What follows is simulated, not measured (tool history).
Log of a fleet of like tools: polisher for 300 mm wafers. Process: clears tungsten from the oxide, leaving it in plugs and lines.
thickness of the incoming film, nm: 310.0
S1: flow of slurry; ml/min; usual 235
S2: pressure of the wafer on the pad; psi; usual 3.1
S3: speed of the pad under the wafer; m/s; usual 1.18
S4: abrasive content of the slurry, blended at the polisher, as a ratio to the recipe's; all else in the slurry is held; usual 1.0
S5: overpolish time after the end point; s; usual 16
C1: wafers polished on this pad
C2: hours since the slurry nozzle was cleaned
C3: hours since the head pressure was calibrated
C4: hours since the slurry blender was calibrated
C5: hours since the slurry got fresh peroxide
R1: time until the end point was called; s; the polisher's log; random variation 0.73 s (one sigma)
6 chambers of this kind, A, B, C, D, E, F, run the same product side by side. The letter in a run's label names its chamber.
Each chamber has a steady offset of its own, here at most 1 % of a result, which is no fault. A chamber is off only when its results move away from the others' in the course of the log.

At hour 4.4: chamber B: slurry tank refilled with fresh slurry and peroxide.
At hour 6.6: chamber B: worn pad replaced by a new one.
At hour 9.3: chamber F: slurry tank refilled with fresh slurry and peroxide.
Run 1B, hour 13.7: usual settings; C1 95; C2 108.0; C3 1123.9; C4 329.1; C5 9.3. Result: R1 66.024 s.
At hour 17.7: chamber A: worn pad replaced by a new one.
At hour 18.0: chamber F: worn pad replaced by a new one.
At hour 21.5: chamber E: worn pad replaced by a new one.
Run 2F, hour 23.3: usual settings; C1 71; C2 469.7; C3 498.9; C4 326.6; C5 14.1. Result: R1 67.794 s.
Run 3D, hour 31.0: usual settings; C1 1072; C2 254.5; C3 426.6; C4 184.6; C5 53.8. Result: R1 66.426 s.
At hour 37.5: chamber C: slurry tank refilled with fresh slurry and peroxide.
Run 4C, hour 42.6: usual settings; C1 749; C2 84.5; C3 376.1; C4 67.9; C5 5.2. Result: R1 66.638 s.
At hour 50.5: chamber D: worn pad replaced by a new one.
Run 5A, hour 56.6: usual settings; C1 519; C2 197.2; C3 712.1; C4 64.6; C5 71.9. Result: R1 66.223 s.
Run 6E, hour 69.9: usual settings; C1 645; C2 341.7; C3 1126.2; C4 161.8; C5 72.8. Result: R1 67.311 s.
At hour 73.6: chamber C: worn pad replaced by a new one.
Run 7E, hour 79.4: usual settings; C1 772; C2 351.2; C3 1135.7; C4 171.3; C5 82.3. Result: R1 67.382 s.
At hour 86.9: chamber F: slurry tank refilled with fresh slurry and peroxide.
At hour 90.2: chamber F: worn pad replaced by a new one.
At hour 90.5: chamber A: worn pad replaced by a new one.
Run 8A, hour 93.4: usual settings; C1 39; C2 234.0; C3 748.9; C4 101.4; C5 108.7. Result: R1 66.941 s.
Run 9D, hour 101.8: usual settings; C1 684; C2 325.3; C3 497.4; C4 255.4; C5 124.6. Result: R1 67.023 s.
At hour 103.6: chamber E: worn pad replaced by a new one.
At hour 107.8: chamber B: worn pad replaced by a new one.
Run 10C, hour 110.0: usual settings; C1 485; C2 151.9; C3 443.5; C4 135.3; C5 72.6. Result: R1 66.379 s.
At hour 118.4: chamber E: slurry blender recalibrated.
At hour 118.8: chamber D: slurry blender recalibrated.
Run 11B, hour 122.5: usual settings; C1 196; C2 216.8; C3 1232.7; C4 437.9; C5 118.1. Result: R1 67.531 s.
At hour 123.4: chamber E: slurry tank refilled with fresh slurry and peroxide.
At hour 127.0: chamber C: slurry tank refilled with fresh slurry and peroxide.
Run 12F, hour 130.3: usual settings; C1 535; C2 576.7; C3 605.9; C4 433.6; C5 43.4. Result: R1 66.589 s.
At hour 133.0: chamber B: slurry tank refilled with fresh slurry and peroxide.
At hour 140.1: chamber B: slurry blender recalibrated.
At hour 140.8: chamber D: slurry tank refilled with fresh slurry and peroxide.
At hour 141.3: chamber F: slurry blender recalibrated.
Run 13C, hour 143.1: usual settings; C1 926; C2 185.0; C3 476.6; C4 168.4; C5 16.2. Result: R1 68.086 s.
At hour 147.2: chamber D: worn pad replaced by a new one.
Run 14A, hour 153.3: usual settings; C1 838; C2 293.9; C3 808.8; C4 161.3; C5 168.6. Result: R1 68.255 s.
At hour 153.4: chamber C: worn pad replaced by a new one.
At hour 157.2: chamber F: slurry tank refilled with fresh slurry and peroxide.
At hour 164.3: chamber A: worn pad replaced by a new one.
Run 15D, hour 167.1: usual settings but S1 265 ml/min; C1 266; C2 390.6; C3 562.7; C4 48.3; C5 26.3. Result: R1 65.473 s.
At hour 170.0: chamber A: slurry blender recalibrated.
At hour 174.2: chamber E: worn pad replaced by a new one.
At hour 174.8: chamber F: worn pad replaced by a new one.
At hour 175.8: chamber C: slurry blender recalibrated.
Run 16B, hour 181.4: usual settings but S1 265 ml/min; C1 981; C2 275.7; C3 1291.6; C4 41.3; C5 48.4. Result: R1 64.082 s.
Run 17E, hour 189.3: usual settings but S1 265 ml/min; C1 202; C2 461.1; C3 1245.6; C4 70.9; C5 65.9. Result: R1 65.811 s.
Run 18F, hour 199.9: usual settings but S1 265 ml/min; C1 334; C2 646.3; C3 675.5; C4 58.6; C5 42.7. Result: R1 65.131 s.
At hour 202.9: chamber B: worn pad replaced by a new one.
At hour 212.6: chamber C: slurry tank refilled with fresh slurry and peroxide.
Run 19D, hour 213.1: usual settings but S1 265 ml/min; C1 879; C2 436.6; C3 608.7; C4 94.3; C5 72.3. Result: R1 66.644 s.
At hour 224.2: chamber C: worn pad replaced by a new one.
Run 20E, hour 224.9: usual settings but S1 265 ml/min; C1 676; C2 496.7; C3 1281.2; C4 106.5; C5 101.5. Result: R1 66.529 s.
At hour 226.6: chamber D: worn pad replaced by a new one.
At hour 229.6: chamber F: slurry tank refilled with fresh slurry and peroxide.
Run 21B, hour 235.7: usual settings; C1 437; C2 330.0; C3 1345.9; C4 95.6; C5 102.7. Result: R1 65.462 s.
At hour 235.8: chamber A: worn pad replaced by a new one.
Run 22C, hour 243.7: usual settings; C1 260; C2 285.6; C3 577.2; C4 67.9; C5 31.2. Result: R1 67.368 s.
At hour 244.8: chamber F: slurry nozzle cleaned.
At hour 245.0: chamber B: slurry tank refilled with fresh slurry and peroxide.
At hour 246.1: chamber E: slurry tank refilled with fresh slurry and peroxide.
Run 23F, hour 251.3: usual settings; C1 1019; C2 6.6; C3 726.9; C4 110.0; C5 21.8. Result: R1 67.791 s.
At hour 255.0: chamber F: worn pad replaced by a new one.
Run 24A, hour 258.5: usual settings; C1 303; C2 399.1; C3 914.0; C4 88.5; C5 273.8. Result: R1 71.375 s.
At hour 258.7: chamber E: worn pad replaced by a new one.
Run 25C, hour 264.8: usual settings but S1 190 ml/min, S5 20 s; C1 541; C2 306.7; C3 598.3; C4 89.0; C5 52.3. Result: R1 68.645 s.
At hour 270.1: chamber D: slurry tank refilled with fresh slurry and peroxide.
Run 26A, hour 272.7: usual settings but S1 190 ml/min, S5 20 s; C1 492; C2 413.3; C3 928.2; C4 102.7; C5 288.0. Result: R1 74.424 s.
Run 27E, hour 282.0: usual settings but S1 190 ml/min, S5 20 s; C1 310; C2 553.8; C3 1338.3; C4 163.6; C5 36.0. Result: R1 70.394 s.
At hour 289.6: chamber E: head pressure recalibrated.
At hour 290.8: chamber C: slurry tank refilled with fresh slurry and peroxide.
At hour 293.3: chamber C: worn pad replaced by a new one.
Run 28B, hour 295.2: usual settings but S1 190 ml/min, S5 20 s; C1 1230; C2 389.5; C3 1405.4; C4 155.1; C5 50.3. Result: R1 67.668 s.
At hour 302.4: chamber D: worn pad replaced by a new one.
Run 29D, hour 304.4: usual settings but S1 190 ml/min, S5 20 s; C1 27; C2 527.9; C3 700.0; C4 185.6; C5 34.3. Result: R1 69.329 s.
At hour 309.0: chamber F: slurry tank refilled with fresh slurry and peroxide.
Run 30F, hour 312.6: usual settings but S1 190 ml/min, S5 20 s; C1 768; C2 67.9; C3 788.2; C4 171.3; C5 3.6. Result: R1 68.772 s.
At hour 318.1: chamber E: slurry nozzle cleaned.
At hour 319.3: chamber A: worn pad replaced by a new one.
At hour 323.9: chamber B: worn pad replaced by a new one.
Run 31A, hour 327.0: usual settings; C1 103; C2 467.6; C3 982.5; C4 157.0; C5 342.3. Result: R1 76.948 s.
At hour 335.4: chamber F: worn pad replaced by a new one.
Run 32E, hour 340.6: usual settings; C1 1091; C2 22.5; C3 51.1; C4 222.2; C5 94.6. Result: R1 66.789 s.
Run 33C, hour 351.9: usual settings; C1 781; C2 393.8; C3 685.4; C4 176.1; C5 61.1. Result: R1 68.143 s.
At hour 355.9: chamber B: slurry tank refilled with fresh slurry and peroxide.
Run 34F, hour 366.3: usual settings; C1 412; C2 121.6; C3 841.9; C4 225.0; C5 57.3. Result: R1 67.438 s.
Run 35B, hour 380.1: usual settings but S4 1.1, S5 10 s; C1 750; C2 474.4; C3 1490.3; C4 240.0; C5 24.3. Result: R1 64.564 s.
Run 36D, hour 391.9: usual settings but S4 1.1, S5 10 s; C1 1193; C2 615.4; C3 787.5; C4 273.1; C5 121.8. Result: R1 65.584 s.

What goes on in this fleet: one chamber off, a drifting gauge, or nothing beyond the chambers' own small offsets? Name the chamber and the cause, if any.

Chamber A drifts away from the others.
Cause: peroxide lost from the slurry, % = 33.

Here are 4 candidates for chamber A's next run, each the usual settings with a change, their results left as question marks. Which one brings its results back in line with what the others give on the usual settings?
In line means no further than this from the other chambers' mean on the usual settings: R1 2.600 s
Run 37A-1, hour 402.2: usual settings but S3 1.02 m/s. Result: R1 ?.
Run 37A-2, hour 402.2: usual settings but S2 3.3 psi. Result: R1 ?.
Run 37A-3, hour 402.2: usual settings but S3 1.36 m/s. Result: R1 ?.
Run 37A-4, hour 402.2: usual settings but S2 3.0 psi, S3 1.14 m/s. Result: R1 ?.

The other chambers' mean on the usual settings: R1 67.250 s
  run      R1
37A-1  90.252
37A-2  73.411
37A-3  67.788
37A-4  83.453
37A-3 brings the chamber back in line.
